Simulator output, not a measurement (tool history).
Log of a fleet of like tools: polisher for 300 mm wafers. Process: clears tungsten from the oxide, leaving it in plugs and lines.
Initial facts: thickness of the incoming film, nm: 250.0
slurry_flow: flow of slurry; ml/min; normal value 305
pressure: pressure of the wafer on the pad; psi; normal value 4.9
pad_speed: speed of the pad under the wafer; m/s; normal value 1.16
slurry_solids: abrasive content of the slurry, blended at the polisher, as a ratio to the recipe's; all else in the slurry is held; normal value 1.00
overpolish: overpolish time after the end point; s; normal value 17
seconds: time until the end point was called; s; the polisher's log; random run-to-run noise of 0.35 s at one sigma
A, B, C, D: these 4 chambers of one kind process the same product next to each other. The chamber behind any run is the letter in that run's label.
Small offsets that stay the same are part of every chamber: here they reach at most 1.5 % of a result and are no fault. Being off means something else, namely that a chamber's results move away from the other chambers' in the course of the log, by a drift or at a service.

Run 1D, hour 4.7: usual settings. Result: seconds 28.743 s.
At hour 6.6: chamber A: slurry nozzle cleaned.
Run 2B, hour 9.3: usual settings. Result: seconds 28.753 s.
At hour 13.8: chamber C: worn pad replaced by a new one.
Run 3C, hour 14.7: usual settings. Result: seconds 28.375 s.
At hour 15.5: chamber A: worn pad replaced by a new one.
At hour 16.2: chamber B: slurry blender recalibrated.
Run 4A, hour 22.5: usual settings. Result: seconds 28.649 s.
Run 5B, hour 27.6: usual settings but pressure 3.3 psi, slurry_solids 1.15. Result: seconds 41.345 s.
At hour 33.0: chamber B: worn pad replaced by a new one.
Run 6A, hour 33.2: usual settings but pressure 3.3 psi, slurry_solids 1.15. Result: seconds 40.528 s.
At hour 35.3: chamber C: slurry blender recalibrated.
Run 7D, hour 38.7: usual settings but pressure 3.3 psi, slurry_solids 1.15. Result: seconds 41.367 s.
Run 8C, hour 42.6: usual settings but pressure 3.3 psi, slurry_solids 1.15. Result: seconds 41.489 s.
Run 9D, hour 48.7: usual settings. Result: seconds 29.441 s.
At hour 53.2: chamber B: slurry tank refilled with fresh slurry and peroxide.
Run 10B, hour 53.2: usual settings. Result: seconds 28.548 s.
At hour 54.7: chamber D: worn pad replaced by a new one.
At hour 56.9: chamber A: slurry tank refilled with fresh slurry and peroxide.
Run 11C, hour 58.4: usual settings. Result: seconds 27.898 s.
At hour 62.8: chamber C: worn pad replaced by a new one.
Run 12A, hour 64.0: usual settings. Result: seconds 28.878 s.
Run 13A, hour 71.1: usual settings. Result: seconds 28.344 s.
At hour 71.6: chamber B: head pressure recalibrated.
Run 14C, hour 75.2: usual settings. Result: seconds 29.045 s.
Run 15B, hour 80.4: usual settings. Result: seconds 28.516 s.
At hour 84.6: chamber A: worn pad replaced by a new one.
Run 16D, hour 86.9: usual settings. Result: seconds 30.284 s.
At hour 89.9: chamber B: slurry nozzle cleaned.
Run 17A, hour 94.6: usual settings. Result: seconds 28.634 s.
Run 18C, hour 101.0: usual settings. Result: seconds 28.745 s.
Run 19D, hour 104.6: usual settings. Result: seconds 30.619 s.
Run 20B, hour 110.5: usual settings. Result: seconds 28.579 s.
At hour 113.5: chamber C: slurry tank refilled with fresh slurry and peroxide.
At hour 113.5: chamber D: worn pad replaced by a new one.
At hour 115.4: chamber A: slurry tank refilled with fresh slurry and peroxide.
Run 21A, hour 118.2: usual settings but slurry_flow 220 ml/min. Result: seconds 29.302 s.
At hour 122.6: chamber C: worn pad replaced by a new one.
Run 22C, hour 125.3: usual settings but slurry_flow 220 ml/min. Result: seconds 29.216 s.
Run 23B, hour 131.6: usual settings but slurry_flow 220 ml/min. Result: seconds 29.742 s.
Run 24D, hour 136.1: usual settings but slurry_flow 220 ml/min. Result: seconds 33.271 s.
Run 25D, hour 139.7: usual settings but pad_speed 1.00 m/s. Result: seconds 36.824 s.
Run 26C, hour 145.3: usual settings but pad_speed 1.00 m/s. Result: seconds 33.092 s.
At hour 145.8: chamber B: slurry tank refilled with fresh slurry and peroxide.
Run 27B, hour 150.6: usual settings but pad_speed 1.00 m/s. Result: seconds 33.910 s.
Run 28A, hour 157.2: usual settings but pad_speed 1.00 m/s. Result: seconds 32.895 s.
At hour 157.3: chamber B: worn pad replaced by a new one.
Run 29D, hour 160.9: usual settings. Result: seconds 32.809 s.
Run 30B, hour 167.5: usual settings. Result: seconds 27.817 s.
At hour 170.0: chamber A: worn pad replaced by a new one.
At hour 174.5: chamber D: worn pad replaced by a new one.
Run 31A, hour 175.2: usual settings. Result: seconds 29.223 s.
At hour 178.8: chamber C: worn pad replaced by a new one.
Run 32C, hour 179.8: usual settings. Result: seconds 29.139 s.
Run 33D, hour 187.3: usual settings. Result: seconds 33.941 s.

Which is it: a chamber that has drifted or been left off by a service, a gauge drift common to all chambers, or only each chamber's usual small offset? If a chamber is off, name it and its likeliest cause.

It is chamber D that slowly wanders off from its peers.
Most likely cause: peroxide lost from the slurry, % = 35.3.

Which of the 4 candidates below, each the usual settings with something changed and its results left as question marks, puts chamber D back in line with what the other chambers give on the usual settings?
A result is in line if it is within this distance of the other chambers' mean on the usual settings: seconds 1.200 s
Run 34D-1, hour 193.1: usual settings but pressure 4.1 psi, slurry_solids 0.95. Result: seconds ?.
Run 34D-2, hour 193.1: usual settings but slurry_flow 310 ml/min, pressure 5.7 psi, pad_speed 1.36 m/s, slurry_solids 1.05. Result: seconds ?.
Run 34D-3, hour 193.1: usual settings but slurry_flow 300 ml/min, pressure 4.2 psi, pad_speed 1.00 m/s, slurry_solids 0.95. Result: seconds ?.
Run 34D-4, hour 193.1: usual settings but pressure 5.3 psi, pad_speed 1.26 m/s. Result: seconds ?.

What the other chambers average on the usual settings: seconds 28.683 s
  run  seconds
34D-1   41.590
34D-2   24.922
34D-3   47.298
34D-4   29.323
The answer is 34D-4, which returns the chamber to within the allowed miss of the others.

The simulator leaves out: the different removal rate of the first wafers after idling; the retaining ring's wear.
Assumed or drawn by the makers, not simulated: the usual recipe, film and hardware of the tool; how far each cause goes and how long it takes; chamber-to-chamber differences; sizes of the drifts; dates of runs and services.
